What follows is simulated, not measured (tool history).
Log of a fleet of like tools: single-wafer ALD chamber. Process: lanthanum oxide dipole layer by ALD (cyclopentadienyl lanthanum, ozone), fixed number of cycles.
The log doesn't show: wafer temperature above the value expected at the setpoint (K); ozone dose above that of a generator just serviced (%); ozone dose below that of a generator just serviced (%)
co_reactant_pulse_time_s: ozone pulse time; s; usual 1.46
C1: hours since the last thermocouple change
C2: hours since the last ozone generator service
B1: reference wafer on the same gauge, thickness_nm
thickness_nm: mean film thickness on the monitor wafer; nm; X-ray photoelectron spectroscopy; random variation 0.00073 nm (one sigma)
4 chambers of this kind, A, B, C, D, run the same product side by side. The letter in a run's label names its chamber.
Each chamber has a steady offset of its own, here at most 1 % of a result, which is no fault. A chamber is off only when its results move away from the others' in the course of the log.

{"run": "1A", "hour": 6.1, "co_reactant_pulse_time_s": 1.46, "C1": 343.2, "C2": 532.1, "B1": 0.452, "thickness_nm": 0.54286}
{"run": "2C", "hour": 12.3, "co_reactant_pulse_time_s": 1.46, "C1": 598.0, "C2": 175.9, "B1": 0.45225, "thickness_nm": 0.55213}
{"run": "3D", "hour": 18.8, "co_reactant_pulse_time_s": 1.46, "C1": 377.4, "C2": 184.5, "B1": 0.45222, "thickness_nm": 0.54338}
{"run": "4B", "hour": 25.9, "co_reactant_pulse_time_s": 1.46, "C1": 91.0, "C2": 475.5, "B1": 0.45224, "thickness_nm": 0.54765}
{"run": "5A", "hour": 35.8, "co_reactant_pulse_time_s": 1.94, "C1": 372.9, "C2": 561.8, "B1": 0.45234, "thickness_nm": 0.56164}
{"run": "6D", "hour": 46.3, "co_reactant_pulse_time_s": 1.94, "C1": 404.9, "C2": 212.0, "B1": 0.45236, "thickness_nm": 0.56437}
{"run": "7C", "hour": 52.4, "co_reactant_pulse_time_s": 1.94, "C1": 638.1, "C2": 216.0, "B1": 0.45232, "thickness_nm": 0.57066}
{"run": "8B", "hour": 59.4, "co_reactant_pulse_time_s": 1.94, "C1": 124.5, "C2": 509.0, "B1": 0.45252, "thickness_nm": 0.56826}
{"run": "9A", "hour": 65.0, "co_reactant_pulse_time_s": 1.46, "C1": 402.1, "C2": 591.0, "B1": 0.45271, "thickness_nm": 0.54393}
{"run": "10B", "hour": 70.8, "co_reactant_pulse_time_s": 1.98, "C1": 135.9, "C2": 520.4, "B1": 0.45271, "thickness_nm": 0.56929}
{"run": "11C", "hour": 76.7, "co_reactant_pulse_time_s": 1.98, "C1": 662.4, "C2": 240.3, "B1": 0.45281, "thickness_nm": 0.5727}
{"run": "12D", "hour": 85.9, "co_reactant_pulse_time_s": 1.98, "C1": 444.5, "C2": 251.6, "B1": 0.4529, "thickness_nm": 0.56335}
{"run": "13C", "hour": 95.1, "co_reactant_pulse_time_s": 1.98, "C1": 680.8, "C2": 258.7, "B1": 0.45283, "thickness_nm": 0.57324}
{"run": "14D", "hour": 102.8, "co_reactant_pulse_time_s": 1.46, "C1": 461.4, "C2": 268.5, "B1": 0.4531, "thickness_nm": 0.54536}
{"run": "15A", "hour": 108.0, "co_reactant_pulse_time_s": 1.67, "C1": 445.1, "C2": 634.0, "B1": 0.45312, "thickness_nm": 0.55534}
{"run": "16B", "hour": 114.9, "co_reactant_pulse_time_s": 1.67, "C1": 180.0, "C2": 564.5, "B1": 0.45313, "thickness_nm": 0.55913}
{"run": "17C", "hour": 120.9, "co_reactant_pulse_time_s": 1.67, "C1": 706.6, "C2": 284.5, "B1": 0.45327, "thickness_nm": 0.56261}
{"run": "18D", "hour": 126.0, "co_reactant_pulse_time_s": 1.67, "C1": 484.6, "C2": 291.7, "B1": 0.45339, "thickness_nm": 0.55591}
{"run": "19A", "hour": 132.1, "co_reactant_pulse_time_s": 1.46, "C1": 469.2, "C2": 658.1, "B1": 0.45313, "thickness_nm": 0.5433}
{"run": "20B", "hour": 138.9, "co_reactant_pulse_time_s": 1.46, "C1": 204.0, "C2": 588.5, "B1": 0.45323, "thickness_nm": 0.54995}
{"run": "21C", "hour": 146.9, "co_reactant_pulse_time_s": 1.46, "C1": 732.6, "C2": 310.5, "B1": 0.45343, "thickness_nm": 0.55279}
{"run": "22A", "hour": 155.5, "co_reactant_pulse_time_s": 1.1, "C1": 492.6, "C2": 681.5, "B1": 0.45348, "thickness_nm": 0.5108}
{"run": "23B", "hour": 162.5, "co_reactant_pulse_time_s": 1.1, "C1": 227.6, "C2": 612.1, "B1": 0.45355, "thickness_nm": 0.51643}
{"run": "24D", "hour": 170.6, "co_reactant_pulse_time_s": 1.1, "C1": 529.2, "C2": 336.3, "B1": 0.45371, "thickness_nm": 0.51293}
{"run": "25B", "hour": 176.2, "co_reactant_pulse_time_s": 1.1, "C1": 241.3, "C2": 625.8, "B1": 0.45371, "thickness_nm": 0.51536}
{"run": "26D", "hour": 182.0, "co_reactant_pulse_time_s": 1.46, "C1": 540.6, "C2": 347.7, "B1": 0.45387, "thickness_nm": 0.54599}
{"run": "27A", "hour": 189.1, "co_reactant_pulse_time_s": 1.46, "C1": 526.2, "C2": 715.1, "B1": 0.45364, "thickness_nm": 0.54502}
{"run": "28C", "hour": 194.3, "co_reactant_pulse_time_s": 1.46, "C1": 780.0, "C2": 357.9, "B1": 0.45377, "thickness_nm": 0.55384}
{"run": "29A", "hour": 202.5, "co_reactant_pulse_time_s": 1.46, "C1": 539.6, "C2": 728.5, "B1": 0.45399, "thickness_nm": 0.54494}
{"run": "30B", "hour": 212.9, "co_reactant_pulse_time_s": 1.46, "C1": 278.0, "C2": 662.5, "B1": 0.45393, "thickness_nm": 0.55024}
{"hour": 213.0, "done": "chamber B: ozone generator serviced"}
{"run": "31D", "hour": 221.5, "co_reactant_pulse_time_s": 1.46, "C1": 580.1, "C2": 387.2, "B1": 0.454, "thickness_nm": 0.54588}
{"run": "32C", "hour": 228.9, "co_reactant_pulse_time_s": 1.46, "C1": 814.6, "C2": 392.5, "B1": 0.45413, "thickness_nm": 0.55296}
{"run": "33C", "hour": 236.4, "co_reactant_pulse_time_s": 1.46, "C1": 822.1, "C2": 400.0, "B1": 0.45433, "thickness_nm": 0.55393}
{"run": "34A", "hour": 246.7, "co_reactant_pulse_time_s": 1.46, "C1": 583.8, "C2": 772.7, "B1": 0.45436, "thickness_nm": 0.54508}
{"run": "35B", "hour": 253.9, "co_reactant_pulse_time_s": 1.76, "C1": 319.0, "C2": 41.0, "B1": 0.45449, "thickness_nm": 0.56544}

Next, every chamber runs the same settings. What will each give?
{"run": "36A", "hour": 261.4, "co_reactant_pulse_time_s": 1.46, "thickness_nm": "?"}
{"run": "36B", "hour": 261.4, "co_reactant_pulse_time_s": 1.46, "thickness_nm": "?"}
{"run": "36C", "hour": 261.4, "co_reactant_pulse_time_s": 1.46, "thickness_nm": "?"}
{"run": "36D", "hour": 261.4, "co_reactant_pulse_time_s": 1.46, "thickness_nm": "?"}

run=36A thickness_nm=0.54453
run=36B thickness_nm=0.55072
run=36C thickness_nm=0.55482
run=36D thickness_nm=0.54693
